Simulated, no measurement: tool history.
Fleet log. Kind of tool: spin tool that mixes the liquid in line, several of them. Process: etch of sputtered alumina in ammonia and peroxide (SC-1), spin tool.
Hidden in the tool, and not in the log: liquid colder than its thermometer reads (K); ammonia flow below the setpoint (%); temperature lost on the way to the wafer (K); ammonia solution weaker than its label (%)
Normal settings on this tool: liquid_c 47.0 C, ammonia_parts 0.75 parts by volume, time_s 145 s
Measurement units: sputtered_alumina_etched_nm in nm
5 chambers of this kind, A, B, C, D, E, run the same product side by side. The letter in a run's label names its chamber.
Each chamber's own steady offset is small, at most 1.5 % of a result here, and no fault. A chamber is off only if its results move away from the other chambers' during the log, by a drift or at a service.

run	hour	liquid_c	ammonia_parts	time_s	hours since the thermometer was replaced	hours since the ammonia flow meter was replaced	hours since the heated supply line was repaired	hours since the drum of ammonia solution was connected	read-back film thickness of the sputtered alumina reference wafer, read on the same gauge (nm)	sputtered_alumina_etched_nm
1D	9.2	47.0	0.75	145	1774.0	1297.6	1781.8	1212.4	149.99	5.3040
2C	22.6	47.0	0.75	145	307.7	1001.6	1594.7	429.8	149.99	5.3645
3E	33.8	47.0	0.75	145	1080.4	79.3	1420.7	341.8	150.02	5.3383
4A	46.2	47.0	0.75	145	122.7	544.8	1875.6	346.2	149.99	5.4390
5B	60.1	47.0	0.75	145	495.2	121.8	1646.9	186.6	149.98	5.2948
# hour 73.1: chamber D: new drum of ammonia solution connected
6E	75.6	47.0	1.05	70	1122.2	121.1	1462.5	383.6	150.00	2.6689
7B	88.5	47.0	1.05	70	523.6	150.2	1675.3	215.0	150.01	2.6671
# hour 101.3: chamber D: heated supply line repaired
8C	103.2	47.0	1.05	70	388.3	1082.2	1675.3	510.4	150.00	2.6771
# hour 107.7: chamber B: new drum of ammonia solution connected
9A	117.1	47.0	1.05	70	193.6	615.7	1946.5	417.1	150.00	2.6994
# hour 126.1: chamber C: ammonia flow meter replaced
10D	129.5	47.0	1.05	70	1894.3	1417.9	28.2	56.4	150.00	2.6491
11D	139.3	42.0	0.75	105	1904.1	1427.7	38.0	66.2	150.00	2.9069
12B	155.3	42.0	0.75	105	590.4	217.0	1742.1	47.6	149.99	2.9113
13A	171.3	42.0	0.75	105	247.8	669.9	2000.7	471.3	149.98	2.9586
14C	187.0	42.0	0.75	105	472.1	60.9	1759.1	594.2	150.01	2.9060
15E	197.0	42.0	0.75	105	1243.6	242.5	1583.9	505.0	149.98	2.8887
16A	208.6	54.5	0.75	145	285.1	707.2	2038.0	508.6	150.00	8.2103
17C	223.8	54.5	0.75	145	508.9	97.7	1795.9	631.0	150.00	8.0983
18D	237.5	54.5	0.75	145	2002.3	1525.9	136.2	164.4	149.97	7.9951
19B	251.6	54.5	0.75	145	686.7	313.3	1838.4	143.9	149.96	8.0637
20E	267.7	54.5	0.75	145	1314.3	313.2	1654.6	575.7	150.01	7.8759
21C	281.4	47.0	0.75	90	566.5	155.3	1853.5	688.6	149.99	3.3276
22E	297.0	47.0	0.75	90	1343.6	342.5	1683.9	605.0	150.03	3.2327
# hour 305.6: chamber B: new drum of ammonia solution connected
23B	313.0	47.0	0.75	90	748.1	374.7	1899.8	7.4	150.00	3.3290
24A	329.0	47.0	0.75	90	405.5	827.6	2158.4	629.0	150.01	3.3677
25D	342.0	47.0	0.75	90	2106.8	1630.4	240.7	268.9	149.98	3.2735
# hour 343.5: chamber E: new drum of ammonia solution connected
# hour 344.8: chamber B: ammonia flow meter replaced
# hour 347.6: chamber B: thermometer replaced
# hour 350.6: chamber C: thermometer replaced
26A	356.8	47.0	0.75	145	433.3	855.4	2186.2	656.8	150.02	5.3864
27B	364.0	47.0	0.75	145	16.4	19.2	1950.8	58.4	150.01	5.3388
28D	380.4	47.0	0.75	145	2145.2	1668.8	279.1	307.3	150.00	5.3349
# hour 385.3: chamber A: heated supply line repaired
29C	395.9	47.0	0.75	145	45.3	269.8	1968.0	803.1	149.99	5.3832
30E	412.0	47.0	0.75	145	1458.6	457.5	1798.9	68.5	150.00	5.1140
31E	424.5	47.0	0.75	145	1471.1	470.0	1811.4	81.0	149.99	5.1165
32D	438.2	47.0	0.75	145	2203.0	1726.6	336.9	365.1	150.01	5.3205
33C	447.8	47.0	0.75	145	97.2	321.7	2019.9	855.0	150.03	5.3971
34B	460.7	47.0	0.55	115	113.1	115.9	2047.5	155.1	150.01	4.1375
35A	469.0	47.0	0.55	115	545.5	967.6	83.8	769.0	150.00	4.1876

Next, every chamber runs the same settings. What will each give?
36A	480.7	53.0	0.75	145						?
36B	480.7	53.0	0.75	145						?
36C	480.7	53.0	0.75	145						?
36D	480.7	53.0	0.75	145						?
36E	480.7	53.0	0.75	145						?

run	sputtered_alumina_etched_nm
36A	7.5397
36B	7.4664
36C	7.4697
36D	7.3802
36E	7.0442
